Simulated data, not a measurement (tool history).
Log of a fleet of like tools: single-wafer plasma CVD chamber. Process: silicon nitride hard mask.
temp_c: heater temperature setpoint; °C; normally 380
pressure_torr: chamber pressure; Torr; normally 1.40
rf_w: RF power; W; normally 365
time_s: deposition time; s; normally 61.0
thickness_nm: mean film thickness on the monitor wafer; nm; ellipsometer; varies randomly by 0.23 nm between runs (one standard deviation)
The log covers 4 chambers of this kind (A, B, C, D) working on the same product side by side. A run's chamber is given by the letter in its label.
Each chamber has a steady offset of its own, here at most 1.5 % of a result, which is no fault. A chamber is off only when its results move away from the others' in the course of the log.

run	day	temp_c	pressure_torr	rf_w	time_s	hours since the last thermocouple change	hours since the last RF generator calibration	hours since the last manometer calibration	read-back reference wafer on the same gauge, thickness_nm	thickness_nm
1A	0.346	380	1.40	365	61.0	2454.7	853.5	1246.8	82.024	76.551
2C	0.596	380	1.40	365	61.0	969.3	505.7	581.0	82.151	77.806
3B	0.871	380	1.40	365	61.0	861.9	452.3	117.1	82.056	76.971
4D	1.192	380	1.40	365	61.0	302.3	502.4	959.9	82.154	77.411
5B	1.675	380	1.40	365	61.0	881.2	471.6	136.4	82.111	76.740
6A	1.883	380	1.40	365	61.0	2491.6	890.4	1283.7	82.020	76.758
7C	2.312	380	1.40	365	61.0	1010.5	546.9	622.2	82.071	78.361
8D	2.704	380	1.40	365	61.0	338.6	538.7	996.2	82.131	77.186
9A	3.038	380	1.40	365	61.0	2519.3	918.1	1311.4	82.067	77.217
10C	3.321	380	1.17	365	61.0	1034.7	571.1	646.4	82.126	73.485
11B	3.792	380	1.17	365	61.0	932.0	522.4	187.2	82.117	72.510
12D	4.062	380	1.17	365	61.0	371.2	571.3	1028.8	82.083	73.055
13D	4.546	380	1.17	365	61.0	382.8	582.9	1040.4	82.158	72.699
# day 4.762: chamber D: capacitance manometer re-zeroed and calibrated
14B	5.000	380	1.40	365	61.0	961.0	551.4	216.2	82.091	77.264
# day 5.408: chamber B: thermocouple changed; heater temperature recalibrated
15C	5.450	380	1.40	365	61.0	1085.8	622.2	697.5	82.102	78.222
16A	5.821	367	1.40	365	69.3	2586.1	984.9	1378.2	82.143	85.967
17B	6.092	367	1.40	365	69.3	16.4	577.6	242.4	82.032	88.096
18A	6.488	367	1.40	365	69.3	2602.1	1000.9	1394.2	82.090	85.596
19D	6.775	367	1.40	365	69.3	436.3	636.4	48.4	82.061	88.064
20C	7.117	380	1.40	365	61.0	1125.8	662.2	737.5	82.128	77.675
21A	7.329	380	1.40	365	61.0	2622.3	1021.1	1414.4	82.087	74.367
22D	7.700	380	1.40	365	61.0	458.5	658.6	70.6	82.130	77.277
23C	8.017	380	1.40	365	61.0	1147.4	683.8	759.1	82.112	77.973
24B	8.425	386	1.40	365	65.7	72.4	633.6	298.4	82.055	83.077
25A	8.862	386	1.40	365	65.7	2659.1	1057.9	1451.2	82.188	79.623

For the next run the whole fleet of 4 chambers uses the same settings. Give each chamber's results:
26A	9.212	380	1.58	365	61.0					?
26B	9.212	380	1.58	365	61.0					?
26C	9.212	380	1.58	365	61.0					?
26D	9.212	380	1.58	365	61.0					?

run	thickness_nm
26A	76.500
26B	79.817
26C	80.873
26D	80.083
